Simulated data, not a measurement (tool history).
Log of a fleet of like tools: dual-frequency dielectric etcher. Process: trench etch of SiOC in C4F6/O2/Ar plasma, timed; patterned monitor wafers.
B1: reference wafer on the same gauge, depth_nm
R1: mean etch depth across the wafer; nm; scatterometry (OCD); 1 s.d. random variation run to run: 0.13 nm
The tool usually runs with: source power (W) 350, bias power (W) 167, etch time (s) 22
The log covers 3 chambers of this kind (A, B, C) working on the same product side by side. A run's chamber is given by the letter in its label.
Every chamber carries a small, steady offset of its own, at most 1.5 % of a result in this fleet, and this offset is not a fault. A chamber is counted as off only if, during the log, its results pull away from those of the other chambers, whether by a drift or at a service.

{"run": "1C", "day": 0.354, "source power (W)": 350, "bias power (W)": 167, "etch time (s)": 22, "B1": 36.909, "R1": 41.794}
{"run": "2B", "day": 0.883, "source power (W)": 350, "bias power (W)": 167, "etch time (s)": 22, "B1": 36.933, "R1": 42.163}
{"run": "3A", "day": 1.221, "source power (W)": 350, "bias power (W)": 167, "etch time (s)": 22, "B1": 36.887, "R1": 42.146}
{"run": "4C", "day": 1.775, "source power (W)": 350, "bias power (W)": 167, "etch time (s)": 22, "B1": 36.902, "R1": 41.977}
{"run": "5B", "day": 2.058, "source power (W)": 350, "bias power (W)": 167, "etch time (s)": 22, "B1": 36.936, "R1": 42.374}
{"run": "6A", "day": 2.471, "source power (W)": 350, "bias power (W)": 167, "etch time (s)": 22, "B1": 36.881, "R1": 42.115}
{"run": "7A", "day": 2.854, "source power (W)": 350, "bias power (W)": 167, "etch time (s)": 22, "B1": 36.914, "R1": 42.233}
{"run": "8C", "day": 3.229, "source power (W)": 350, "bias power (W)": 167, "etch time (s)": 22, "B1": 36.913, "R1": 42.154}
{"day": 3.358, "done": "chamber C: wet clean of the chamber"}
{"run": "9B", "day": 3.838, "source power (W)": 380, "bias power (W)": 167, "etch time (s)": 22, "B1": 36.92, "R1": 43.729}
{"run": "10B", "day": 4.317, "source power (W)": 380, "bias power (W)": 167, "etch time (s)": 22, "B1": 36.866, "R1": 43.56}
{"run": "11C", "day": 4.604, "source power (W)": 380, "bias power (W)": 167, "etch time (s)": 22, "B1": 36.907, "R1": 43.389}
{"run": "12A", "day": 5.025, "source power (W)": 350, "bias power (W)": 167, "etch time (s)": 22, "B1": 36.879, "R1": 42.117}
{"run": "13C", "day": 5.588, "source power (W)": 350, "bias power (W)": 167, "etch time (s)": 22, "B1": 36.892, "R1": 41.786}
{"run": "14A", "day": 6.121, "source power (W)": 320, "bias power (W)": 142, "etch time (s)": 22, "B1": 36.904, "R1": 38.833}
{"run": "15B", "day": 6.471, "source power (W)": 320, "bias power (W)": 142, "etch time (s)": 22, "B1": 36.878, "R1": 38.958}
{"run": "16A", "day": 7.079, "source power (W)": 320, "bias power (W)": 142, "etch time (s)": 22, "B1": 36.889, "R1": 38.641}
{"day": 7.35, "done": "chamber B: wet clean of the chamber"}
{"run": "17B", "day": 7.417, "source power (W)": 350, "bias power (W)": 167, "etch time (s)": 22, "B1": 36.896, "R1": 42.283}
{"run": "18C", "day": 7.796, "source power (W)": 350, "bias power (W)": 167, "etch time (s)": 22, "B1": 36.879, "R1": 42.124}
{"run": "19A", "day": 8.325, "source power (W)": 350, "bias power (W)": 167, "etch time (s)": 22, "B1": 36.913, "R1": 42.125}
{"run": "20C", "day": 8.846, "source power (W)": 310, "bias power (W)": 167, "etch time (s)": 16.5, "B1": 36.898, "R1": 30.065}
{"run": "21B", "day": 9.296, "source power (W)": 310, "bias power (W)": 167, "etch time (s)": 16.5, "B1": 36.922, "R1": 30.198}
{"run": "22A", "day": 9.892, "source power (W)": 310, "bias power (W)": 167, "etch time (s)": 16.5, "B1": 36.871, "R1": 30.13}
{"run": "23B", "day": 10.462, "source power (W)": 350, "bias power (W)": 167, "etch time (s)": 22, "B1": 36.872, "R1": 42.594}
{"run": "24C", "day": 10.875, "source power (W)": 350, "bias power (W)": 167, "etch time (s)": 22, "B1": 36.9, "R1": 41.937}
{"run": "25A", "day": 11.221, "source power (W)": 350, "bias power (W)": 167, "etch time (s)": 22, "B1": 36.919, "R1": 42.386}
{"run": "26C", "day": 11.704, "source power (W)": 350, "bias power (W)": 127, "etch time (s)": 19.5, "B1": 36.879, "R1": 34.222}
{"run": "27B", "day": 12.083, "source power (W)": 350, "bias power (W)": 127, "etch time (s)": 19.5, "B1": 36.887, "R1": 34.894}
{"run": "28B", "day": 12.408, "source power (W)": 350, "bias power (W)": 127, "etch time (s)": 19.5, "B1": 36.91, "R1": 34.902}
{"run": "29A", "day": 12.9, "source power (W)": 350, "bias power (W)": 167, "etch time (s)": 22, "B1": 36.88, "R1": 42.413}
{"run": "30C", "day": 13.283, "source power (W)": 350, "bias power (W)": 167, "etch time (s)": 22, "B1": 36.922, "R1": 42.013}
{"run": "31C", "day": 13.842, "source power (W)": 350, "bias power (W)": 167, "etch time (s)": 22, "B1": 36.876, "R1": 42.01}
{"run": "32B", "day": 14.3, "source power (W)": 350, "bias power (W)": 167, "etch time (s)": 22, "B1": 36.905, "R1": 42.866}
{"run": "33A", "day": 14.671, "source power (W)": 400, "bias power (W)": 149, "etch time (s)": 22, "B1": 36.899, "R1": 43.174}
{"day": 15.029, "done": "chamber B: bias power generator calibrated"}
{"run": "34B", "day": 15.108, "source power (W)": 400, "bias power (W)": 149, "etch time (s)": 22, "B1": 36.933, "R1": 43.677}
{"run": "35A", "day": 15.746, "source power (W)": 400, "bias power (W)": 149, "etch time (s)": 22, "B1": 36.894, "R1": 42.832}
{"run": "36C", "day": 16.271, "source power (W)": 350, "bias power (W)": 205, "etch time (s)": 17, "B1": 36.929, "R1": 34.805}
{"run": "37B", "day": 16.75, "source power (W)": 350, "bias power (W)": 205, "etch time (s)": 17, "B1": 36.896, "R1": 35.267}
{"day": 17.071, "done": "chamber A: wet clean of the chamber"}
{"run": "38C", "day": 17.088, "source power (W)": 350, "bias power (W)": 205, "etch time (s)": 17, "B1": 36.887, "R1": 34.745}
{"run": "39A", "day": 17.512, "source power (W)": 350, "bias power (W)": 167, "etch time (s)": 22, "B1": 36.906, "R1": 42.267}
{"run": "40C", "day": 18.017, "source power (W)": 350, "bias power (W)": 167, "etch time (s)": 22, "B1": 36.894, "R1": 41.796}

Has any chamber moved away from the others, gradually or after a service, or does the common gauge drift, or do the chambers differ only by their own small steady offsets? State the chamber and the most likely cause if one applies.

It is chamber B that slowly wanders off from its peers.
Cause: source power that arrives over what is set, % = 4.7.

Chamber B could run next with any of the 4 candidate recipes listed below; each alters the usual settings, and their results appear as question marks. Which one brings its results back in line with what the other chambers deliver on the usual settings?
A result is in line if it is within this distance of the other chambers' mean on the usual settings: R1 0.47 nm
{"run": "41B-1", "day": 18.475, "source power (W)": 350, "bias power (W)": 167, "etch time (s)": 21, "R1": "?"}
{"run": "41B-2", "day": 18.475, "source power (W)": 350, "bias power (W)": 168, "etch time (s)": 22.5, "R1": "?"}
{"run": "41B-3", "day": 18.475, "source power (W)": 350, "bias power (W)": 167, "etch time (s)": 23, "R1": "?"}
{"run": "41B-4", "day": 18.475, "source power (W)": 350, "bias power (W)": 167, "etch time (s)": 21.5, "R1": "?"}

The mean the other chambers reach with the usual settings: R1 42.093 nm
run=41B-1 R1=41.117
run=41B-2 R1=44.136
run=41B-3 R1=45.032
run=41B-4 R1=42.096
The right change is 41B-4: it brings the chamber back within the allowed miss of the others.

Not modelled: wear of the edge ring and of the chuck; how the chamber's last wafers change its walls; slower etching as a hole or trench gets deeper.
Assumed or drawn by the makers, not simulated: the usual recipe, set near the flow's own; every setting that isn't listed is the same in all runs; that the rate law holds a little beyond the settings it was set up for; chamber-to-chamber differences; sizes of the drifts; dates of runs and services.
